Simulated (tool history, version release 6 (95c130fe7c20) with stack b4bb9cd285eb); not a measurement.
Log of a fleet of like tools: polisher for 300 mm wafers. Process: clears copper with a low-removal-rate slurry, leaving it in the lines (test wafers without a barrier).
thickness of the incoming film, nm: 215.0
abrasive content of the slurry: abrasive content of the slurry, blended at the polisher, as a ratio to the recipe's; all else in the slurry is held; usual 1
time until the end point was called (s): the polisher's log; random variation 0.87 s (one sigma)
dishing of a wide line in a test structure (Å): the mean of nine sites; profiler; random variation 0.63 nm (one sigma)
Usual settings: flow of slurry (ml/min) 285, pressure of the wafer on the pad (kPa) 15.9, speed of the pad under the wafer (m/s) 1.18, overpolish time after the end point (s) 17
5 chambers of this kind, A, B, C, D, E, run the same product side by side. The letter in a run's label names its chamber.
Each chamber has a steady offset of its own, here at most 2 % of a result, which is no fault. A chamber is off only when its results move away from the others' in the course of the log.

| run | day | flow of slurry (ml/min) | pressure of the wafer on the pad (kPa) | speed of the pad under the wafer (m/s) | abrasive content of the slurry | overpolish time after the end point (s) | wafers polished on this pad | hours since the slurry nozzle was cleaned | hours since the head pressure was calibrated | hours since the slurry blender was calibrated | time until the end point was called (s) | dishing of a wide line in a test structure (Å) |
|---|---|---|---|---|---|---|---|---|---|---|---|---|
|  | 0.154 | chamber A: worn pad replaced by a new one |
|  | 0.346 | chamber C: worn pad replaced by a new one |
| 1B | 0.371 | 285 | 15.9 | 1.18 | 1 | 17 | 1120 | 185 | 1235.7 | 105.5 | 74.565 | 329.41 |
|  | 0.496 | chamber C: slurry blender recalibrated |
|  | 0.583 | chamber A: slurry blender recalibrated |
| 2D | 0.742 | 285 | 15.9 | 1.18 | 1 | 17 | 438 | 140.4 | 197 | 51.7 | 75.054 | 321.44 |
| 3C | 1.038 | 285 | 15.9 | 1.18 | 1 | 17 | 125 | 116.7 | 253.4 | 13.1 | 76.069 | 339.73 |
|  | 1.217 | chamber B: worn pad replaced by a new one |
| 4A | 1.242 | 285 | 15.9 | 1.18 | 1 | 17 | 197 | 133.9 | 483.4 | 15.8 | 75.906 | 318.93 |
|  | 1.246 | chamber D: worn pad replaced by a new one |
| 5E | 1.621 | 285 | 15.9 | 1.18 | 1 | 17 | 750 | 151.5 | 1278.7 | 69 | 75.663 | 324.37 |
| 6A | 1.838 | 285 | 15.9 | 1.18 | 1 | 17 | 305 | 148.2 | 497.7 | 30.1 | 75.989 | 319.27 |
| 7B | 2.142 | 285 | 15.9 | 1.18 | 1 | 17 | 168 | 227.5 | 1278.2 | 148 | 76.881 | 324.88 |
|  | 2.338 | chamber B: head pressure recalibrated |
| 8E | 2.354 | 285 | 15.9 | 1.18 | 1 | 17 | 883 | 169.1 | 1296.3 | 86.6 | 76.178 | 326.54 |
| 9C | 2.783 | 285 | 15.9 | 1.18 | 1 | 17 | 442 | 158.6 | 295.3 | 55 | 76.967 | 315.71 |
| 10D | 3.108 | 285 | 15.9 | 1.18 | 1 | 17 | 338 | 197.2 | 253.8 | 108.5 | 75.759 | 332.15 |
| 11B | 3.383 | 285 | 15.9 | 1.18 | 1 | 17 | 393 | 257.3 | 25.2 | 177.8 | 76.747 | 333.16 |
| 12D | 3.771 | 285 | 15.9 | 1.18 | 1 | 17 | 458 | 213.1 | 269.7 | 124.4 | 76.538 | 329.41 |
| 13C | 3.983 | 285 | 15.9 | 1.18 | 1 | 17 | 660 | 187.4 | 324.1 | 83.8 | 75.529 | 332.2 |
| 14A | 4.246 | 285 | 15.9 | 1.18 | 1 | 17 | 742 | 206 | 555.5 | 87.9 | 75.048 | 321.48 |
|  | 4.496 | chamber D: worn pad replaced by a new one |
| 15E | 4.592 | 285 | 15.9 | 1.18 | 1 | 17 | 1290 | 222.8 | 1350 | 140.3 | 77.069 | 320.58 |
|  | 5.017 | chamber C: worn pad replaced by a new one |
| 16C | 5.017 | 285 | 15.9 | 1.18 | 1 | 17 | 0 | 212.2 | 348.9 | 108.6 | 76.605 | 336.98 |
|  | 5.067 | chamber E: worn pad replaced by a new one |
|  | 5.1 | chamber E: head pressure recalibrated |
| 17A | 5.212 | 285 | 15.9 | 1.18 | 1 | 17 | 918 | 229.2 | 578.7 | 111.1 | 76.799 | 323.72 |
|  | 5.267 | chamber E: slurry blender recalibrated |
|  | 5.396 | chamber D: slurry nozzle cleaned |
| 18D | 5.621 | 285 | 15.9 | 1.18 | 1 | 17 | 204 | 5.5 | 314.1 | 168.8 | 76.766 | 327.57 |
| 19E | 5.929 | 285 | 15.9 | 1.18 | 1 | 17 | 156 | 254.9 | 20 | 16 | 81.906 | 311.84 |
| 20B | 6.342 | 285 | 15.9 | 1.18 | 1 | 17 | 930 | 328.3 | 96.2 | 248.8 | 75.589 | 321.65 |
| 21E | 6.712 | 285 | 15.9 | 1.18 | 1 | 17 | 298 | 273.7 | 38.8 | 34.8 | 81.52 | 299.92 |
|  | 6.729 | chamber C: slurry nozzle cleaned |
|  | 6.792 | chamber A: worn pad replaced by a new one |
| 22B | 7.054 | 220 | 15.9 | 1.18 | 1 | 17 | 1060 | 345.4 | 113.3 | 265.9 | 77.56 | 320.29 |
|  | 7.15 | chamber B: worn pad replaced by a new one |
|  | 7.404 | chamber D: worn pad replaced by a new one |
| 23A | 7.454 | 220 | 15.9 | 1.18 | 1 | 17 | 120 | 283 | 632.5 | 164.9 | 78.474 | 321.04 |
| 24C | 7.775 | 220 | 15.9 | 1.18 | 1 | 17 | 500 | 25.2 | 415.1 | 174.8 | 78.646 | 318.17 |
| 25D | 8.192 | 220 | 15.9 | 1.18 | 1 | 17 | 143 | 67.2 | 375.8 | 230.5 | 77.264 | 322.66 |
| 26E | 8.388 | 220 | 15.9 | 1.18 | 1 | 17 | 602 | 313.9 | 79 | 75 | 85.632 | 305.35 |
| 27A | 8.812 | 285 | 15.9 | 1.18 | 1 | 17 | 367 | 315.6 | 665.1 | 197.5 | 75.889 | 316.89 |
|  | 9.038 | chamber B: slurry nozzle cleaned |
| 28C | 9.204 | 285 | 15.9 | 1.18 | 1 | 17 | 760 | 59.5 | 449.4 | 209.1 | 76.028 | 339.87 |
| 29B | 9.583 | 285 | 15.9 | 1.18 | 1 | 17 | 442 | 13.1 | 174 | 326.6 | 76.094 | 326.98 |
|  | 9.667 | chamber C: worn pad replaced by a new one |
| 30D | 9.896 | 285 | 15.9 | 0.78 | 1 | 17 | 452 | 108.1 | 416.7 | 271.4 | 113.3 | 232.13 |
| 31D | 10.096 | 285 | 15.9 | 0.78 | 1 | 17 | 488 | 112.9 | 421.5 | 276.2 | 113.69 | 230.84 |
|  | 10.15 | chamber A: slurry blender recalibrated |
|  | 10.312 | chamber A: head pressure recalibrated |
| 32A | 10.354 | 285 | 15.9 | 0.78 | 1 | 17 | 647 | 352.6 | 1 | 5 | 117.02 | 219.76 |
|  | 10.588 | chamber D: worn pad replaced by a new one |
| 33B | 10.592 | 285 | 15.9 | 0.78 | 1 | 17 | 625 | 37.3 | 198.2 | 350.8 | 113.84 | 235.18 |
| 34C | 11.004 | 285 | 15.9 | 0.78 | 1 | 17 | 243 | 102.7 | 492.6 | 252.3 | 116.06 | 236.98 |
| 35E | 11.392 | 285 | 15.9 | 1.18 | 1 | 17 | 1148 | 386 | 151.1 | 147.1 | 82.768 | 312.35 |
|  | 11.767 | chamber E: worn pad replaced by a new one |
| 36C | 11.771 | 285 | 15.9 | 1.18 | 1 | 17 | 382 | 121.1 | 511 | 270.7 | 76.422 | 334.42 |
| 37A | 11.975 | 285 | 15.9 | 1.18 | 1 | 17 | 941 | 391.5 | 39.9 | 43.9 | 75.701 | 323.99 |
|  | 12.054 | chamber B: slurry blender recalibrated |
| 38E | 12.383 | 285 | 15.9 | 1.18 | 1 | 17 | 112 | 409.8 | 174.9 | 170.9 | 81.756 | 307.74 |
| 39B | 12.638 | 285 | 15.9 | 1.18 | 1 | 17 | 996 | 86.4 | 247.3 | 14 | 75.23 | 332.76 |
| 40D | 12.867 | 285 | 15.9 | 1.18 | 1 | 17 | 414 | 179.4 | 488 | 342.7 | 76.023 | 330.52 |
| 41C | 13.104 | 285 | 15.9 | 1.18 | 1 | 21 | 624 | 153.1 | 543 | 302.7 | 75.979 | 393.18 |
|  | 13.192 | chamber D: worn pad replaced by a new one |
| 42D | 13.346 | 285 | 15.9 | 1.18 | 1 | 21 | 28 | 190.9 | 499.5 | 354.2 | 75.507 | 388.56 |

Next, every chamber runs the same settings. What will each give?
| 43A | 13.654 | 285 | 15.9 | 1.18 | 1 | 17 |  |  |  |  | ? | ? |
| 43B | 13.654 | 285 | 15.9 | 1.18 | 1 | 17 |  |  |  |  | ? | ? |
| 43C | 13.654 | 285 | 15.9 | 1.18 | 1 | 17 |  |  |  |  | ? | ? |
| 43D | 13.654 | 285 | 15.9 | 1.18 | 1 | 17 |  |  |  |  | ? | ? |
| 43E | 13.654 | 285 | 15.9 | 1.18 | 1 | 17 |  |  |  |  | ? | ? |

| run | time until the end point was called (s) | dishing of a wide line in a test structure (Å) |
|---|---|---|
| 43A | 76.869 | 322.93 |
| 43B | 76.47 | 323.29 |
| 43C | 77.525 | 322.52 |
| 43D | 76.248 | 331.15 |
| 43E | 83.045 | 304.06 |
